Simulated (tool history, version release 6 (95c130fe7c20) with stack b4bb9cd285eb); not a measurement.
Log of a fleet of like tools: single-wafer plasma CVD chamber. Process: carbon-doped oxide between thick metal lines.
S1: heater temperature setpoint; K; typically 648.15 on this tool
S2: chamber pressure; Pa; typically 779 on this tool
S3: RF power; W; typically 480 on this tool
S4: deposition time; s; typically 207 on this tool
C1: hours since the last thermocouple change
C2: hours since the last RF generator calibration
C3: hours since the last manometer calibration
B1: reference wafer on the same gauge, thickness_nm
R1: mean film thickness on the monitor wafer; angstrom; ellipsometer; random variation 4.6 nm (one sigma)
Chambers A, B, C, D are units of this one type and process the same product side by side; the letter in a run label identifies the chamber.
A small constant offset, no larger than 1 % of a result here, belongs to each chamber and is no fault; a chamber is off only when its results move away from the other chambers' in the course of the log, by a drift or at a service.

Run 1B, hour 7.5: usual settings; C1 574.4; C2 881.3; C3 2176.6; B1 899.56. Result: R1 9903.8 angstrom.
Run 2D, hour 16.3: usual settings; C1 743.9; C2 976.4; C3 730.8; B1 901.09. Result: R1 9872.7 angstrom.
Run 3C, hour 21.5: usual settings; C1 770.3; C2 477.3; C3 1219.2; B1 902.33. Result: R1 9874.0 angstrom.
At hour 26.1: chamber C: capacitance manometer re-zeroed and calibrated.
Run 4A, hour 27.1: usual settings; C1 656.4; C2 723.5; C3 1993.8; B1 901.25. Result: R1 9855.7 angstrom.
Run 5B, hour 37.6: usual settings but S3 450 W, S4 169 s; C1 604.5; C2 911.4; C3 2206.7; B1 901.90. Result: R1 7676.7 angstrom.
Run 6C, hour 46.7: usual settings but S3 450 W, S4 169 s; C1 795.5; C2 502.5; C3 20.7; B1 901.57. Result: R1 7671.7 angstrom.
Run 7D, hour 51.8: usual settings but S3 450 W, S4 169 s; C1 779.4; C2 1011.9; C3 766.3; B1 899.77. Result: R1 7841.7 angstrom.
Run 8A, hour 59.5: usual settings but S3 450 W, S4 169 s; C1 688.8; C2 755.9; C3 2026.2; B1 901.09. Result: R1 7692.9 angstrom.
Run 9C, hour 70.1: usual settings; C1 818.9; C2 525.9; C3 44.1; B1 899.61. Result: R1 9804.3 angstrom.
Run 10D, hour 81.5: usual settings; C1 809.1; C2 1041.6; C3 796.0; B1 899.75. Result: R1 9917.7 angstrom.
Run 11B, hour 87.9: usual settings; C1 654.8; C2 961.7; C3 2257.0; B1 900.98. Result: R1 9851.1 angstrom.
Run 12A, hour 98.2: usual settings; C1 727.5; C2 794.6; C3 2064.9; B1 901.44. Result: R1 9746.7 angstrom.
Run 13A, hour 105.4: usual settings; C1 734.7; C2 801.8; C3 2072.1; B1 900.96. Result: R1 9713.1 angstrom.
Run 14D, hour 112.9: usual settings but S2 951 Pa; C1 840.5; C2 1073.0; C3 827.4; B1 901.19. Result: R1 10135.0 angstrom.
Run 15C, hour 119.3: usual settings but S2 951 Pa; C1 868.1; C2 575.1; C3 93.3; B1 901.55. Result: R1 10001.0 angstrom.
Run 16B, hour 128.8: usual settings but S2 951 Pa; C1 695.7; C2 1002.6; C3 2297.9; B1 900.59. Result: R1 10037.0 angstrom.
Run 17C, hour 134.0: usual settings but S2 951 Pa; C1 882.8; C2 589.8; C3 108.0; B1 899.94. Result: R1 9974.1 angstrom.
Run 18D, hour 140.7: usual settings; C1 868.3; C2 1100.8; C3 855.2; B1 902.12. Result: R1 9817.5 angstrom.
Run 19A, hour 149.9: usual settings; C1 779.2; C2 846.3; C3 2116.6; B1 900.58. Result: R1 9679.8 angstrom.
Run 20B, hour 158.6: usual settings; C1 725.5; C2 1032.4; C3 2327.7; B1 900.32. Result: R1 9830.5 angstrom.
Run 21D, hour 166.9: usual settings; C1 894.5; C2 1127.0; C3 881.4; B1 900.67. Result: R1 9837.5 angstrom.
Run 22B, hour 175.9: usual settings; C1 742.8; C2 1049.7; C3 2345.0; B1 900.84. Result: R1 9801.1 angstrom.
Run 23A, hour 182.9: usual settings; C1 812.2; C2 879.3; C3 2149.6; B1 899.77. Result: R1 9541.7 angstrom.
Run 24C, hour 192.5: usual settings; C1 941.3; C2 648.3; C3 166.5; B1 902.64. Result: R1 9850.4 angstrom.
Run 25B, hour 202.4: usual settings but S1 638.15 K; C1 769.3; C2 1076.2; C3 2371.5; B1 901.27. Result: R1 10080.0 angstrom.
Run 26C, hour 209.9: usual settings but S1 638.15 K; C1 958.7; C2 665.7; C3 183.9; B1 900.39. Result: R1 10030.0 angstrom.
Run 27A, hour 219.0: usual settings but S1 638.15 K; C1 848.3; C2 915.4; C3 2185.7; B1 900.05. Result: R1 9720.3 angstrom.
Run 28D, hour 225.9: usual settings but S1 638.15 K; C1 953.5; C2 1186.0; C3 940.4; B1 901.51. Result: R1 10116.0 angstrom.
Run 29D, hour 234.5: usual settings; C1 962.1; C2 1194.6; C3 949.0; B1 900.39. Result: R1 9854.5 angstrom.

One chamber off, gauge drift, or nothing amiss beyond the chambers' own small offsets? If it is a chamber, which one, and what is the likeliest cause?

Little by little, chamber A moves away from the other chambers.
Most likely cause: delivered RF power below the setpoint (%) = 5.94.

Which of the 4 candidates below, each the usual settings with something changed and its results left as question marks, puts chamber A back in line with what the other chambers give on the usual settings?
Counts as in line when no further than this from what the other chambers average on the usual settings: R1 160.0 angstrom
Run 30A-1, hour 242.7: usual settings but S2 773 Pa, S4 200 s. Result: R1 ?.
Run 30A-2, hour 242.7: usual settings but S1 649.15 K, S2 772 Pa, S3 465 W, S4 197 s. Result: R1 ?.
Run 30A-3, hour 242.7: usual settings but S1 647.15 K, S2 785 Pa, S3 495 W, S4 217 s. Result: R1 ?.
Run 30A-4, hour 242.7: usual settings but S3 490 W, S4 212 s. Result: R1 ?.

On the usual settings, the other chambers give on average: R1 9838.6 angstrom
  run       R1
30A-1   9151.7
30A-2   8790.5
30A-3  10165.0
30A-4   9839.4
With 30A-4, the chamber falls back in line with the rest.
